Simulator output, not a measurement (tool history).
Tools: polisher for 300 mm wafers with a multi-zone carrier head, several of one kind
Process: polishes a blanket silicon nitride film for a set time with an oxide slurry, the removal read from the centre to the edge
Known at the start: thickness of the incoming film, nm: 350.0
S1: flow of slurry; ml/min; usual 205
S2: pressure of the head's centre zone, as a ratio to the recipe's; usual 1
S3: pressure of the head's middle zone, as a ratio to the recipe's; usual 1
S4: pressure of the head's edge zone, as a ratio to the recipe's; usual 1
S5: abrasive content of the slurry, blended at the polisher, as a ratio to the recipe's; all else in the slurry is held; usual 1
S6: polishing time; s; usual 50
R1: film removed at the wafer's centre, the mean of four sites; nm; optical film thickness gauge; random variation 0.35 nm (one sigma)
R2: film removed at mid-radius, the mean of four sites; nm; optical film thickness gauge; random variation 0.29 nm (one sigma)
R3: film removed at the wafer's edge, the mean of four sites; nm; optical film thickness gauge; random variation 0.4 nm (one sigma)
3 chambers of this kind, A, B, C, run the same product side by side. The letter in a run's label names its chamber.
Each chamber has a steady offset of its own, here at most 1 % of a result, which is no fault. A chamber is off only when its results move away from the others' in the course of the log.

run  hour   S1    S2  S3    S4  S5  S6      R1      R2      R3
 1B     4  205     1   1     1   1  50  29.998  29.928  30.427
 2A   7.5  205     1   1     1   1  50  30.093  30.063  30.419
     10.4  -- chamber B: worn pad replaced by a new one
 3C  10.5  205     1   1     1   1  50  29.654  29.933   30.16
 4C  13.7  205     1   1     1   1  50  29.713  29.871  30.025
 5B  18.4  205     1   1     1   1  50  30.299  30.169  30.143
 6A  20.9  205     1   1     1   1  50  30.051  30.469  30.276
 7A  23.7  205     1   1     1   1  50  30.242  30.222  30.363
 8B  28.1  205     1   1     1   1  50  30.185  29.749  30.746
 9C    31  205     1   1     1   1  50  29.471   29.95  30.087
10A  33.6  205     1   1     1   1  50   30.87  30.064  29.875
     34.4  -- chamber C: worn pad replaced by a new one
     36.6  -- chamber A: slurry nozzle cleaned
11B  38.5  205     1   1     1   1  50  30.542  30.505  29.988
12C  43.2  205     1   1     1   1  50  29.915  30.078  30.797
13C  47.6  205     1   1  1.07   1  50  29.982  30.286  31.304
14B  52.7  205     1   1  1.07   1  50  29.561  29.827  31.964
15A  56.4  205     1   1  1.07   1  50  29.889  30.021  31.182
16A  59.1  205     1   1     1   1  34  20.963  20.399  20.278
17C  62.2  205     1   1     1   1  34  20.573  20.049  20.763
     66.7  -- chamber A: worn pad replaced by a new one
18B    67  205     1   1     1   1  34  20.579  20.312  20.968
19A  71.7  205     1   1     1   1  50  30.624  29.781  30.402
20C  75.7  205     1   1     1   1  50  29.361  30.061  30.204
21B  79.6  205     1   1     1   1  50  29.201  30.089  29.964
     82.8  -- chamber B: edge zone pressure recalibrated
22A  84.2  205     1   1     1   1  50   29.79  30.312  30.427
23B  88.9  205     1   1     1   1  50  30.556  30.162  30.315
24C  91.3  205     1   1     1   1  50  29.741  30.288  29.994
25B  94.2  205  0.95   1     1   1  50  28.592  29.869  30.949
26A  98.7  205  0.95   1     1   1  50  27.915  30.224  30.278

What goes on in this fleet: one chamber off, a drifting gauge, or nothing beyond the chambers' own small offsets? Name the chamber and the cause, if any.

No chamber stands off beyond its own small offset, and the gauge holds steady.
